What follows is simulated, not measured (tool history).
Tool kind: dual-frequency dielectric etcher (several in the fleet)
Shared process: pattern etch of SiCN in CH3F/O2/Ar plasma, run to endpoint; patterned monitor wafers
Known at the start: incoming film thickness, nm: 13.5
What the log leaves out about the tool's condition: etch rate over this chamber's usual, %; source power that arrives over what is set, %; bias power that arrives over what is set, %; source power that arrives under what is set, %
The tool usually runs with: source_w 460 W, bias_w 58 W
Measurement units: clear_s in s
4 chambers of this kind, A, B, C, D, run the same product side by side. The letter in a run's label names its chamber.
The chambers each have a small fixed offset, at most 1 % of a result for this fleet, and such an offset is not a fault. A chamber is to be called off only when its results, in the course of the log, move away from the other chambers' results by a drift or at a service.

run	hour	source_w	bias_w	hours since the last wet clean	hours since the last source power generator calibration	hours since the last bias power generator calibration	clear_s
1B	10	460	58	259.2	3363.4	2057.2	36.25
2D	17.8	460	58	73	894.8	821.7	36.413
3C	25	460	58	371.7	2766.3	1427.4	36.809
4A	36.2	460	58	328.6	3780.9	1192.5	36.427
5D	45.8	460	58	101	922.8	849.7	36.301
6B	50.9	460	58	300.1	3404.3	2098.1	36.562
7A	59	460	58	351.4	3803.7	1215.3	36.588
8C	66.4	460	64	413.1	2807.7	1468.8	35.759
9B	71.4	460	64	320.6	3424.8	2118.6	35.148
10D	78.9	460	64	134.1	955.9	882.8	35.385
11C	89.3	460	64	436	2830.6	1491.7	35.769
12A	98.2	460	58	390.6	3842.9	1254.5	36.356
13B	103.7	460	58	352.9	3457.1	2150.9	36.234
14C	109.1	460	58	455.8	2850.4	1511.5	36.776
# hour 110.8: chamber A: wet clean of the chamber
15A	115.5	460	58	4.7	3860.2	1271.8	36.402
16D	123.4	460	58	178.6	1000.4	927.3	36.24
17B	129.6	460	58	378.8	3483	2176.8	36.217
18A	139.7	460	58	28.9	3884.4	1296	36.468
19D	147.5	460	58	202.7	1024.5	951.4	36.269
20C	158.4	460	58	505.1	2899.7	1560.8	36.878
21C	165.2	420	45	511.9	2906.5	1567.6	41.268
22A	171.1	420	45	60.3	3915.8	1327.4	40.772
23B	178.6	420	45	427.8	3532	2225.8	41.063
# hour 179.5: chamber C: wet clean of the chamber
24D	188.9	420	45	244.1	1065.9	992.8	41.035
25D	195.4	460	58	250.6	1072.4	999.3	36.56
26B	202.3	460	58	451.5	3555.7	2249.5	36.43
27C	211.9	360	49	32.4	2953.2	1614.3	42.82
28A	221.7	360	49	110.9	3966.4	1378	42.044
29A	227.6	360	49	116.8	3972.3	1383.9	42.202
30C	236.6	360	49	57.1	2977.9	1639	43.002
31B	246.3	460	58	495.5	3599.7	2293.5	36.289
32D	255.4	460	58	310.6	1132.4	1059.3	36.427
33D	263.6	460	58	318.8	1140.6	1067.5	36.452
34C	272.1	460	58	92.6	3013.4	1674.5	37.046
35B	277.9	460	58	527.1	3631.3	2325.1	36.568
36A	285	420	52	174.2	4029.7	1441.3	39.001
37B	295.8	420	52	545	3649.2	2343	38.906
38A	302.5	420	52	191.7	4047.2	1458.8	38.948
39D	312.8	420	52	368	1189.8	1116.7	39.149
40C	318.7	460	58	139.2	3060	1721.1	36.978
# hour 323.3: chamber B: wet clean of the chamber
41D	329.5	460	58	384.7	1206.5	1133.4	36.417
42B	336.4	460	58	13.1	3689.8	2383.6	36.373
43C	343.7	350	63	164.2	3085	1746.1	39.884
44A	352.4	350	63	241.6	4097.1	1508.7	39.368

One chamber off, gauge drift, or nothing amiss beyond the chambers' own small offsets? If it is a chamber, which one, and what is the likeliest cause?

The fleet is healthy, with each chamber sitting at its usual small offset and no drift in the gauge.

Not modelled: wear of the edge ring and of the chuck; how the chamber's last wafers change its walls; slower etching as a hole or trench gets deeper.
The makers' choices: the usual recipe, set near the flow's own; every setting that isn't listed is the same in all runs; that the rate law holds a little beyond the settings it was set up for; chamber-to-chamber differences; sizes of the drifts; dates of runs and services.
